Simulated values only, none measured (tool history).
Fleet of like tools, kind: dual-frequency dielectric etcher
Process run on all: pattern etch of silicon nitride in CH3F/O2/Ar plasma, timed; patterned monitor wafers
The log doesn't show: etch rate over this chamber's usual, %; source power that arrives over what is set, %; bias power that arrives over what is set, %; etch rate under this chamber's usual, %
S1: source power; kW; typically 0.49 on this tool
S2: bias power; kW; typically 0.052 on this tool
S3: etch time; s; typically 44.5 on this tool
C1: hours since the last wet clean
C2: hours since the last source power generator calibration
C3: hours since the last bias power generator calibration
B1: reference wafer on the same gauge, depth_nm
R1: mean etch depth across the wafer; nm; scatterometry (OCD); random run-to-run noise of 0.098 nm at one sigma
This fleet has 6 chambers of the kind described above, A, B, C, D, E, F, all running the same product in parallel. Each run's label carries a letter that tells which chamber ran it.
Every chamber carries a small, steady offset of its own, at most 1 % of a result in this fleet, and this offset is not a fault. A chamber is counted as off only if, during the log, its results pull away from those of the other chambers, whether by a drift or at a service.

run   hour    S1     S2    S3     C1      C2      C3      B1      R1
 1A    8.5  0.49  0.052  44.5  125.6   895.6  2336.8  26.186  30.295
 2C   17.9  0.49  0.052  44.5  456.5    1568  4233.3  26.199  30.201
 3F   27.3  0.49  0.052  44.5  375.9  1251.7   448.8  26.192   30.06
 4E   33.1  0.49  0.052  44.5  101.7  3006.3    1363  26.197  30.278
 5D   41.8  0.49  0.052  44.5  248.2  2949.8  3725.5  26.203  30.417
      45.8  -- chamber C: wet clean of the chamber
 6B   48.2  0.49  0.052  44.5  312.7  1139.8  2622.6  26.218  30.174
 7D   55.9  0.49  0.052  44.5  262.3  2963.9  3739.6  26.213  30.493
 8C   63.9  0.49  0.062  44.5   18.1    1614  4279.3  26.196  31.872
 9F   73.4  0.49  0.062  44.5    422  1297.8   494.9  26.212  31.799
      73.5  -- chamber B: wet clean of the chamber
10E   78.9  0.49  0.062  44.5  147.5  3052.1  1408.8  26.184  32.072
11B   86.9  0.49  0.062  44.5   13.5  1178.5  2661.3  26.192  32.071
      87.4  -- chamber D: bias power generator calibrated
12A   93.8  0.49  0.062  44.5  210.9   980.9  2422.1  26.217  32.013
      94.5  -- chamber F: wet clean of the chamber
13D  100.3  0.49  0.062  44.5  306.7  3008.3    12.9  26.197  32.045
14C  109.6  0.49  0.052  44.5   63.8  1659.7    4325  26.202  30.354
15A  114.3  0.49  0.052  44.5  231.4  1001.4  2442.6  26.177  30.308
16B  120.5  0.49  0.052  44.5   47.1  1212.1  2694.9  26.214  30.078
17E  128.6  0.49  0.052  44.5  197.2  3101.8  1458.5  26.201  30.109
18F  135.7  0.49  0.052  44.5   41.2  1360.1   557.2  26.219  30.014
19C  142.2  0.49  0.052  44.5   96.4  1692.3  4357.6  26.214   30.26
20F  146.9  0.49  0.052  44.5   52.4  1371.3   568.4  26.195  29.919
21B  154.3  0.49  0.052  44.5   80.9  1245.9  2728.7  26.185  30.177
22E  162.6  0.49  0.052  44.5  231.2  3135.8  1492.5  26.235  30.257
23D    167  0.49  0.052  44.5  373.4    3075    79.6   26.22  30.384
24A  173.6  0.49  0.052  44.5  290.7  1060.7  2501.9  26.201   30.24
25A  180.6  0.49  0.052  44.5  297.7  1067.7  2508.9  26.202  30.313
26B  186.1  0.49  0.052  44.5  112.7  1277.7  2760.5  26.182  30.064
27C  191.8  0.41  0.062  44.5    146  1741.9  4407.2  26.211  30.033
28F  200.8  0.41  0.062  44.5  106.3  1425.2   622.3  26.204  29.549
29D  205.4  0.41  0.062  44.5  411.8  3113.4     118  26.207  29.981
30E  212.8  0.41  0.062  44.5  281.4    3186  1542.7  26.193  29.952
31F  221.7  0.41  0.062  44.5  127.2  1446.1   643.2  26.212  29.676
32D  228.2  0.41  0.062  44.5  434.6  3136.2   140.8   26.19  30.073
33E  232.6  0.49  0.052  44.5  301.2  3205.8  1562.5   26.21   30.18
34B  241.6  0.49  0.052  44.5  168.2  1333.2    2816  26.215  30.237
35A    246  0.49  0.052  44.5  363.1  1133.1  2574.3  26.195  30.333
36C  250.2  0.49  0.052  57.5  204.4  1800.3  4465.6  26.202  39.202
37C  255.2  0.49  0.052  57.5  209.4  1805.3  4470.6  26.198  39.259
38D  260.7  0.49  0.052  57.5  467.1  3168.7   173.3  26.219  39.187
39E  264.9  0.49  0.052  57.5  333.5  3238.1  1594.8  26.221  39.149
40B  271.2  0.49  0.052  57.5  197.8  1362.8  2845.6  26.192  38.904

Next, all 6 chambers run the settings below, one line each with question marks for the results. What does each chamber give?
41A  278.1  0.49  0.052  44.5                   ?
41B  278.1  0.49  0.052  44.5                   ?
41C  278.1  0.49  0.052  44.5                   ?
41D  278.1  0.49  0.052  44.5                   ?
41E  278.1  0.49  0.052  44.5                   ?
41F  278.1  0.49  0.052  44.5                   ?

run      R1
41A  30.207
41B  30.139
41C  30.386
41D  30.504
41E  30.225
41F  30.033
